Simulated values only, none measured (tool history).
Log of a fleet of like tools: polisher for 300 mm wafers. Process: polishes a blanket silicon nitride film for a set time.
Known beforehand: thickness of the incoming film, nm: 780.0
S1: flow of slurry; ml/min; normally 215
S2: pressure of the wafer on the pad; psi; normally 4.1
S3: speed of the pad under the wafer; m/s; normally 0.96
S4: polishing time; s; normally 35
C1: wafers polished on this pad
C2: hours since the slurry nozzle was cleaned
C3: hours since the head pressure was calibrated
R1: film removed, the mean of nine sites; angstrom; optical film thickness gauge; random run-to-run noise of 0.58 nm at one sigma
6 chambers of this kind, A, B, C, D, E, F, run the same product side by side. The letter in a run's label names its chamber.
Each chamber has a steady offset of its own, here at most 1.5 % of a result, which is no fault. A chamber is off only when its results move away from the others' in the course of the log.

run	hour	S1	S2	S3	S4	C1	C2	C3	R1
# hour 7.7: chamber D: worn pad replaced by a new one
1C	8.6	215	4.1	0.96	35	587	766.4	72.4	660.7
# hour 14.2: chamber F: worn pad replaced by a new one
2B	20.2	215	4.1	0.96	35	618	111.4	711	650.94
3A	32.2	215	4.1	0.96	35	738	278.9	275.8	656.91
4E	39.6	215	4.1	0.96	35	1051	480.4	66.4	664.27
5F	46.9	215	4.1	0.96	35	516	320.7	376.5	652.03
# hour 52.5: chamber E: worn pad replaced by a new one
# hour 53.7: chamber B: worn pad replaced by a new one
# hour 55.6: chamber C: worn pad replaced by a new one
6D	56.2	215	4.1	0.96	35	765	472.9	260.5	637.26
7B	66.3	215	4.6	0.96	42	199	157.5	757.1	885.13
# hour 69.9: chamber A: worn pad replaced by a new one
8A	77.2	215	4.6	0.96	42	116	323.9	320.8	882.45
# hour 82.3: chamber D: worn pad replaced by a new one
9D	84.3	215	4.6	0.96	42	32	501	288.6	881.14
10E	91.5	215	4.6	0.96	42	616	532.3	118.3	878.9
11C	99.1	215	4.6	0.96	42	686	856.9	162.9	877.91
# hour 99.2: chamber A: head pressure recalibrated
# hour 108.3: chamber F: worn pad replaced by a new one
12F	111.4	215	4.6	0.96	42	48	385.2	441	879.55
13B	121	215	4.1	0.96	35	1061	212.2	811.8	652.2
# hour 125.9: chamber E: worn pad replaced by a new one
# hour 133.5: chamber B: worn pad replaced by a new one
# hour 134.4: chamber E: slurry nozzle cleaned
14F	134.6	260	4.1	0.82	35	414	408.4	464.2	582.96
# hour 143: chamber C: worn pad replaced by a new one
# hour 148: chamber A: worn pad replaced by a new one
# hour 148.4: chamber A: slurry nozzle cleaned
15E	148.5	260	4.1	0.82	35	356	14.1	175.3	590.38
16D	162	260	4.1	0.82	35	1257	578.7	366.3	571.56
# hour 165.8: chamber B: head pressure recalibrated
# hour 169.5: chamber D: worn pad replaced by a new one
17C	174.6	260	4.1	0.82	35	499	932.4	238.4	592.23
18A	181.3	260	4.1	0.82	35	525	32.9	82.2	597.18
# hour 186.5: chamber F: worn pad replaced by a new one
19A	189.2	260	4.1	0.82	35	650	40.8	90.1	578.98
20B	198.9	215	4.1	0.96	35	1031	290.1	33.2	724.44
# hour 204.3: chamber C: slurry nozzle cleaned
# hour 205: chamber B: worn pad replaced by a new one
# hour 206.5: chamber E: worn pad replaced by a new one
21D	211.9	215	4.1	0.96	35	668	628.6	416.2	644.35
22F	221.1	215	4.1	0.96	35	546	494.9	550.7	656.09
# hour 221.5: chamber C: worn pad replaced by a new one
23C	230.1	215	4.1	0.96	35	135	25.8	293.9	646.95
24E	237.4	215	4.1	0.96	35	488	103	264.2	659.09
# hour 239.1: chamber A: worn pad replaced by a new one
25F	251.3	215	4.1	0.96	35	1022	525.1	580.9	657.44
# hour 253.8: chamber D: worn pad replaced by a new one
26C	262.8	215	4.1	0.96	35	651	58.5	326.6	648.95
27E	270.8	215	4.1	0.96	35	1015	136.4	297.6	659.06
28A	277.3	215	4.1	1.18	35	603	128.9	178.2	772.59
# hour 279.5: chamber F: worn pad replaced by a new one
# hour 280: chamber B: worn pad replaced by a new one
# hour 280.8: chamber F: slurry nozzle cleaned
29B	286.1	215	4.1	1.18	35	96	377.3	120.4	849.57
# hour 287: chamber E: worn pad replaced by a new one
# hour 297.2: chamber C: worn pad replaced by a new one
30D	300	215	4.1	1.18	35	729	716.7	504.3	755.23
31D	306.4	215	4.1	1.18	35	830	723.1	510.7	761.35
32B	317.6	215	4.1	1.18	35	593	408.8	151.9	847.54
33F	327.8	215	4.1	1.18	35	761	47.1	657.4	766.4
# hour 336.3: chamber A: worn pad replaced by a new one
34A	336.4	215	4.1	0.96	35	2	188	237.3	662.82
35C	347.1	215	4.1	0.96	35	787	142.8	410.9	662.82
# hour 356.3: chamber E: worn pad replaced by a new one
36E	360.5	215	4.1	0.96	35	66	226.1	387.3	653.24
37C	370.8	215	4.1	0.76	35	1161	166.5	434.6	545.04
38E	377.4	215	4.1	0.76	35	333	243	404.2	548.29
39A	383.8	215	4.1	0.76	35	750	235.4	284.7	540.44

Which is it: a chamber that has drifted or been left off by a service, a gauge drift common to all chambers, or only each chamber's usual small offset? If a chamber is off, name it and its likeliest cause.

After it was serviced, chamber B no longer matches the other chambers.
Likeliest cause: head's pressure above its setpoint, % = 9.66.

Here are 4 candidates for chamber B's next run, each the usual settings with a change, their results left as question marks. Which one brings its results back in line with what the others give on the usual settings?
Allowed miss from the other chambers' usual-settings mean, per result, to count as in line: R1 20 angstrom
40B-1	394	215	4.3	0.96	37				?
40B-2	394	215	4.1	1	35				?
40B-3	394	215	4.1	0.96	34				?
40B-4	394	210	4.1	0.86	35				?

Mean of the other chambers on the usual settings: R1 651.27 angstrom
run	R1
40B-1	789.1
40B-2	735.73
40B-3	691.46
40B-4	649.1
It is 40B-4 that realigns the chamber with its peers.

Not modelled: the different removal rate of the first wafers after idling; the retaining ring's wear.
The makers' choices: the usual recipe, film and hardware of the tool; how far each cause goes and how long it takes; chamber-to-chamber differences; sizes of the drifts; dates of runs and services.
